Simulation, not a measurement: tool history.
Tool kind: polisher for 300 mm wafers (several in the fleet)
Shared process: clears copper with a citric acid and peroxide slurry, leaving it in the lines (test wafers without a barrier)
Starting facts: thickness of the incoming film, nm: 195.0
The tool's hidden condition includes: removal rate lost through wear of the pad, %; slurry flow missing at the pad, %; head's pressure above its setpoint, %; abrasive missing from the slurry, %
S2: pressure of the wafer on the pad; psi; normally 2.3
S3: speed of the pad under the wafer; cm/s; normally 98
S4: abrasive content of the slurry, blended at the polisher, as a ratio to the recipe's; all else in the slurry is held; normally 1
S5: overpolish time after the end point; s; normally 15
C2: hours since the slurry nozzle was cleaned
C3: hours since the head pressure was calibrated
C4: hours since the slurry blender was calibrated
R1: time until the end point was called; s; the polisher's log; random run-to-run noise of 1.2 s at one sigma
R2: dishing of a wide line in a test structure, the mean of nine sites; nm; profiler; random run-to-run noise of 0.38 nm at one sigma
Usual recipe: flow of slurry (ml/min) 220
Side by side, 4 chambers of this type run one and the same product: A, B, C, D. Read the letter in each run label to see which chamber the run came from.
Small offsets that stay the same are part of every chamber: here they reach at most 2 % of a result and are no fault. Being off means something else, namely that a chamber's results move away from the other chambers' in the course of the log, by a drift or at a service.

run 1D day=0.246 | flow_of_slurry_(ml/min)=220 S2=2.3 S3=98 S4=1 S5=15 | wafers_polished_on_this_pad=1329 C2=516.7 C3=943.6 C4=324.3 | R1=108.7 R2=15.397
-- day=0.354 chamber C: worn pad replaced by a new one
run 2A day=0.542 | flow_of_slurry_(ml/min)=220 S2=2.3 S3=98 S4=1 S5=15 | wafers_polished_on_this_pad=576 C2=74.6 C3=370.9 C4=70.6 | R1=110.74 R2=15.756
run 3C day=0.804 | flow_of_slurry_(ml/min)=220 S2=2.3 S3=98 S4=1 S5=15 | wafers_polished_on_this_pad=69 C2=626.5 C3=156.9 C4=41.3 | R1=111.32 R2=16.561
run 4B day=1.075 | flow_of_slurry_(ml/min)=220 S2=2.3 S3=98 S4=1 S5=15 | wafers_polished_on_this_pad=571 C2=165.6 C3=377.7 C4=156.9 | R1=110.87 R2=16.655
run 5A day=1.438 | flow_of_slurry_(ml/min)=220 S2=2.3 S3=98 S4=1 S5=15 | wafers_polished_on_this_pad=714 C2=96.1 C3=392.4 C4=92.1 | R1=108.18 R2=16.235
run 6B day=1.792 | flow_of_slurry_(ml/min)=220 S2=2.3 S3=98 S4=1 S5=15 | wafers_polished_on_this_pad=682 C2=182.8 C3=394.9 C4=174.1 | R1=108.94 R2=16.236
-- day=2.071 chamber D: worn pad replaced by a new one
-- day=2.117 chamber B: slurry blender recalibrated
run 7C day=2.258 | flow_of_slurry_(ml/min)=220 S2=2.3 S3=98 S4=1 S5=15 | wafers_polished_on_this_pad=294 C2=661.4 C3=191.8 C4=76.2 | R1=113.49 R2=16.322
run 8D day=2.521 | flow_of_slurry_(ml/min)=220 S2=2.3 S3=98 S4=1 S5=15 | wafers_polished_on_this_pad=69 C2=571.3 C3=998.2 C4=378.9 | R1=110.08 R2=16.045
-- day=2.725 chamber A: slurry blender recalibrated
run 9A day=2.746 | flow_of_slurry_(ml/min)=220 S2=2.3 S3=98 S4=1 S5=15 | wafers_polished_on_this_pad=917 C2=127.5 C3=423.8 C4=0.6 | R1=106.97 R2=15.631
run 10C day=2.958 | flow_of_slurry_(ml/min)=220 S2=2.6 S3=98 S4=1 S5=20 | wafers_polished_on_this_pad=403 C2=678.2 C3=208.6 C4=93 | R1=100.03 R2=21.93
run 11B day=3.229 | flow_of_slurry_(ml/min)=220 S2=2.6 S3=98 S4=1 S5=20 | wafers_polished_on_this_pad=904 C2=217.3 C3=429.4 C4=26.7 | R1=97.433 R2=21.163
-- day=3.317 chamber A: worn pad replaced by a new one
run 12D day=3.588 | flow_of_slurry_(ml/min)=220 S2=2.6 S3=98 S4=1 S5=20 | wafers_polished_on_this_pad=234 C2=596.9 C3=1023.8 C4=404.5 | R1=93.916 R2=20.297
-- day=3.679 chamber D: slurry blender recalibrated
run 13C day=3.842 | flow_of_slurry_(ml/min)=220 S2=2.6 S3=98 S4=1 S5=20 | wafers_polished_on_this_pad=539 C2=699.4 C3=229.8 C4=114.2 | R1=98.927 R2=21.811
-- day=3.867 chamber B: worn pad replaced by a new one
-- day=4.079 chamber C: slurry nozzle cleaned
run 14A day=4.079 | flow_of_slurry_(ml/min)=220 S2=2.3 S3=98 S4=1 S5=15 | wafers_polished_on_this_pad=118 C2=159.5 C3=455.8 C4=32.6 | R1=112.03 R2=15.909
-- day=4.408 chamber D: slurry nozzle cleaned
run 15D day=4.458 | flow_of_slurry_(ml/min)=180 S2=2.3 S3=98 S4=1 S5=15 | wafers_polished_on_this_pad=369 C2=1.3 C3=1044.7 C4=18.7 | R1=113.61 R2=15.959
run 16B day=4.846 | flow_of_slurry_(ml/min)=180 S2=2.3 S3=98 S4=1 S5=15 | wafers_polished_on_this_pad=151 C2=256.1 C3=468.2 C4=65.5 | R1=111.33 R2=15.663
run 17A day=5.321 | flow_of_slurry_(ml/min)=180 S2=2.3 S3=98 S4=1 S5=15 | wafers_polished_on_this_pad=310 C2=189.3 C3=485.6 C4=62.4 | R1=112.96 R2=15.753
run 18B day=5.796 | flow_of_slurry_(ml/min)=180 S2=2.3 S3=98 S4=1 S5=15 | wafers_polished_on_this_pad=298 C2=278.9 C3=491 C4=88.3 | R1=112 R2=15.906
run 19C day=6.167 | flow_of_slurry_(ml/min)=220 S2=2.3 S3=98 S4=1 S5=15 | wafers_polished_on_this_pad=899 C2=50.2 C3=285.6 C4=170 | R1=111.84 R2=16.096
run 20D day=6.438 | flow_of_slurry_(ml/min)=220 S2=2.3 S3=98 S4=1 S5=15 | wafers_polished_on_this_pad=675 C2=48.8 C3=1092.2 C4=66.2 | R1=107.92 R2=16.373
run 21B day=6.875 | flow_of_slurry_(ml/min)=220 S2=2.3 S3=98 S4=1 S5=15 | wafers_polished_on_this_pad=465 C2=304.8 C3=516.9 C4=114.2 | R1=109.32 R2=16.612
run 22A day=7.112 | flow_of_slurry_(ml/min)=220 S2=2.3 S3=98 S4=1 S5=15 | wafers_polished_on_this_pad=587 C2=232.3 C3=528.6 C4=105.4 | R1=109.56 R2=16.227
-- day=7.417 chamber A: slurry blender recalibrated
run 23C day=7.467 | flow_of_slurry_(ml/min)=220 S2=2.3 S3=98 S4=1 S5=15 | wafers_polished_on_this_pad=1100 C2=81.4 C3=316.8 C4=201.2 | R1=110.44 R2=16.749
-- day=7.7 chamber C: worn pad replaced by a new one
run 24D day=7.829 | flow_of_slurry_(ml/min)=220 S2=2.3 S3=98 S4=1 S5=15 | wafers_polished_on_this_pad=890 C2=82.2 C3=1125.6 C4=99.6 | R1=110.17 R2=16.057
run 25B day=8.288 | flow_of_slurry_(ml/min)=220 S2=2.3 S3=98 S4=1 S5=15 | wafers_polished_on_this_pad=683 C2=338.7 C3=550.8 C4=148.1 | R1=112.85 R2=15.981
run 26D day=8.508 | flow_of_slurry_(ml/min)=220 S2=2.3 S3=98 S4=1 S5=15 | wafers_polished_on_this_pad=995 C2=98.5 C3=1141.9 C4=115.9 | R1=110.11 R2=15.99
run 27C day=8.933 | flow_of_slurry_(ml/min)=185 S2=2.7 S3=98 S4=1 S5=15 | wafers_polished_on_this_pad=190 C2=116.6 C3=352 C4=236.4 | R1=98.641 R2=17.781
run 28A day=9.342 | flow_of_slurry_(ml/min)=185 S2=2.7 S3=98 S4=1 S5=15 | wafers_polished_on_this_pad=932 C2=285.8 C3=582.1 C4=46.2 | R1=94.725 R2=18.156
-- day=9.608 chamber B: slurry blender recalibrated
run 29B day=9.608 | flow_of_slurry_(ml/min)=185 S2=2.7 S3=98 S4=1 S5=15 | wafers_polished_on_this_pad=887 C2=370.4 C3=582.5 C4=0 | R1=94.915 R2=17.563
-- day=9.817 chamber B: worn pad replaced by a new one
run 30D day=9.917 | flow_of_slurry_(ml/min)=185 S2=2.7 S3=98 S4=1 S5=15 | wafers_polished_on_this_pad=1213 C2=132.3 C3=1175.7 C4=149.7 | R1=97.161 R2=17.917
run 31A day=10.396 | flow_of_slurry_(ml/min)=220 S2=2.3 S3=98 S4=1 S5=15 | wafers_polished_on_this_pad=1095 C2=311.1 C3=607.4 C4=71.5 | R1=111.26 R2=16.061
-- day=10.575 chamber A: worn pad replaced by a new one
run 32C day=10.838 | flow_of_slurry_(ml/min)=220 S2=2.3 S3=98 S4=1 S5=15 | wafers_polished_on_this_pad=485 C2=162.3 C3=397.7 C4=282.1 | R1=110.22 R2=16.421
-- day=10.967 chamber D: worn pad replaced by a new one
run 33C day=11.208 | flow_of_slurry_(ml/min)=220 S2=2.3 S3=98 S4=1 S5=15 | wafers_polished_on_this_pad=542 C2=171.2 C3=406.6 C4=291 | R1=109.65 R2=16.379
run 34D day=11.6 | flow_of_slurry_(ml/min)=220 S2=2.3 S3=98 S4=1 S5=15 | wafers_polished_on_this_pad=98 C2=172.7 C3=1216.1 C4=190.1 | R1=109.89 R2=15.698
-- day=11.683 chamber B: slurry nozzle cleaned
run 35A day=12.054 | flow_of_slurry_(ml/min)=220 S2=2.3 S3=98 S4=1 S5=15 | wafers_polished_on_this_pad=229 C2=350.9 C3=647.2 C4=111.3 | R1=112.16 R2=15.679
-- day=12.112 chamber A: slurry blender recalibrated
run 36B day=12.408 | flow_of_slurry_(ml/min)=220 S2=2.3 S3=98 S4=1 S5=15 | wafers_polished_on_this_pad=400 C2=17.5 C3=649.7 C4=67.2 | R1=109.93 R2=16.085
run 37B day=12.854 | flow_of_slurry_(ml/min)=220 S2=2.3 S3=98 S4=1 S5=15 | wafers_polished_on_this_pad=469 C2=28.2 C3=660.4 C4=77.9 | R1=108.31 R2=17.083
run 38D day=13.083 | flow_of_slurry_(ml/min)=220 S2=2.3 S3=98 S4=1 S5=15 | wafers_polished_on_this_pad=327 C2=208.3 C3=1251.7 C4=225.7 | R1=109.6 R2=16.983
run 39A day=13.296 | flow_of_slurry_(ml/min)=220 S2=2.3 S3=98 S4=1 S5=15 | wafers_polished_on_this_pad=421 C2=380.7 C3=677 C4=28.5 | R1=106.44 R2=16.167

Which is it: a chamber that has drifted or been left off by a service, a gauge drift common to all chambers, or only each chamber's usual small offset? If a chamber is off, name it and its likeliest cause.

Neither any chamber nor the gauge drifts; the chambers differ only by their own small, steady offsets.

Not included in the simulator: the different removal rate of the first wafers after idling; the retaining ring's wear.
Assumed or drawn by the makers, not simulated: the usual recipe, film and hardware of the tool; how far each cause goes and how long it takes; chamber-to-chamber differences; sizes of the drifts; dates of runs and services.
